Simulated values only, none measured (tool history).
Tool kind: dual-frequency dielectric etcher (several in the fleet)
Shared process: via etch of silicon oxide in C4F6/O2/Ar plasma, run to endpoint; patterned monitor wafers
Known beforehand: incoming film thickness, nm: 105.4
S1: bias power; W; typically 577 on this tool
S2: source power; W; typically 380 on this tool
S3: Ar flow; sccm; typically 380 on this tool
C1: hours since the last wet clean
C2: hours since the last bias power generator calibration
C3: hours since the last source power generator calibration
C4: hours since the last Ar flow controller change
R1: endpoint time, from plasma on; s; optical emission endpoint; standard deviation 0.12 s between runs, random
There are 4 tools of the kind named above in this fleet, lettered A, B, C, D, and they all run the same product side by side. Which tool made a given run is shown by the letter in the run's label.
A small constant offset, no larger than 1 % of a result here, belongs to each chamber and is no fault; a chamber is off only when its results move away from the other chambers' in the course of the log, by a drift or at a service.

run,hour,S1,S2,S3,C1,C2,C3,C4,R1
# hour 2.2: chamber D: wet clean of the chamber
1D,11.4,577,380,380,9.2,1442.5,850.3,1960.6,23.249
2A,20.5,577,380,380,394.2,1604.5,2617.9,162.5,22.946
3B,29.7,577,380,380,222.8,461.8,1095.6,1662.8,22.814
4C,35.2,577,380,380,215,896.9,3091.8,700.3,23.1
5A,45.5,577,380,380,419.2,1629.5,2642.9,187.5,23.029
6D,53.1,577,380,380,50.9,1484.2,892,2002.3,22.913
7C,63.2,577,380,380,243,924.9,3119.8,728.3,23.243
8B,71.1,577,450,380,264.2,503.2,1137,1704.2,21.592
9A,76.2,577,450,380,449.9,1660.2,2673.6,218.2,21.681
10C,81.5,577,450,380,261.3,943.2,3138.1,746.6,21.674
11B,90.2,577,450,380,283.3,522.3,1156.1,1723.3,21.647
12D,98.3,577,380,380,96.1,1529.4,937.2,2047.5,23.069
13A,106.3,577,380,380,480,1690.3,2703.7,248.3,22.875
14D,115.4,577,380,380,113.2,1546.5,954.3,2064.6,23.241
15C,121.3,577,380,380,301.1,983,3177.9,786.4,23.086
16B,132.7,577,380,380,325.8,564.8,1198.6,1765.8,22.993
17B,139.6,513,440,380,332.7,571.7,1205.5,1772.7,22.635
18A,151.3,513,440,380,525,1735.3,2748.7,293.3,22.699
19D,157.6,513,440,380,155.4,1588.7,996.5,2106.8,22.8
20C,165.6,513,440,380,345.4,1027.3,3222.2,830.7,22.976
# hour 172.3: chamber A: wet clean of the chamber
21C,176.1,577,380,380,355.9,1037.8,3232.7,841.2,22.801
22A,183,577,380,380,10.7,1767,2780.4,325,22.882
23D,194.7,577,380,380,192.5,1625.8,1033.6,2143.9,22.994
24B,202.8,577,380,380,395.9,634.9,1268.7,1835.9,22.917
25B,211.5,496,410,380,404.6,643.6,1277.4,1844.6,23.632

One chamber off, gauge drift, or nothing amiss beyond the chambers' own small offsets? If it is a chamber, which one, and what is the likeliest cause?

Nothing is wrong: each chamber keeps only its own small, steady offset and the gauge holds still.

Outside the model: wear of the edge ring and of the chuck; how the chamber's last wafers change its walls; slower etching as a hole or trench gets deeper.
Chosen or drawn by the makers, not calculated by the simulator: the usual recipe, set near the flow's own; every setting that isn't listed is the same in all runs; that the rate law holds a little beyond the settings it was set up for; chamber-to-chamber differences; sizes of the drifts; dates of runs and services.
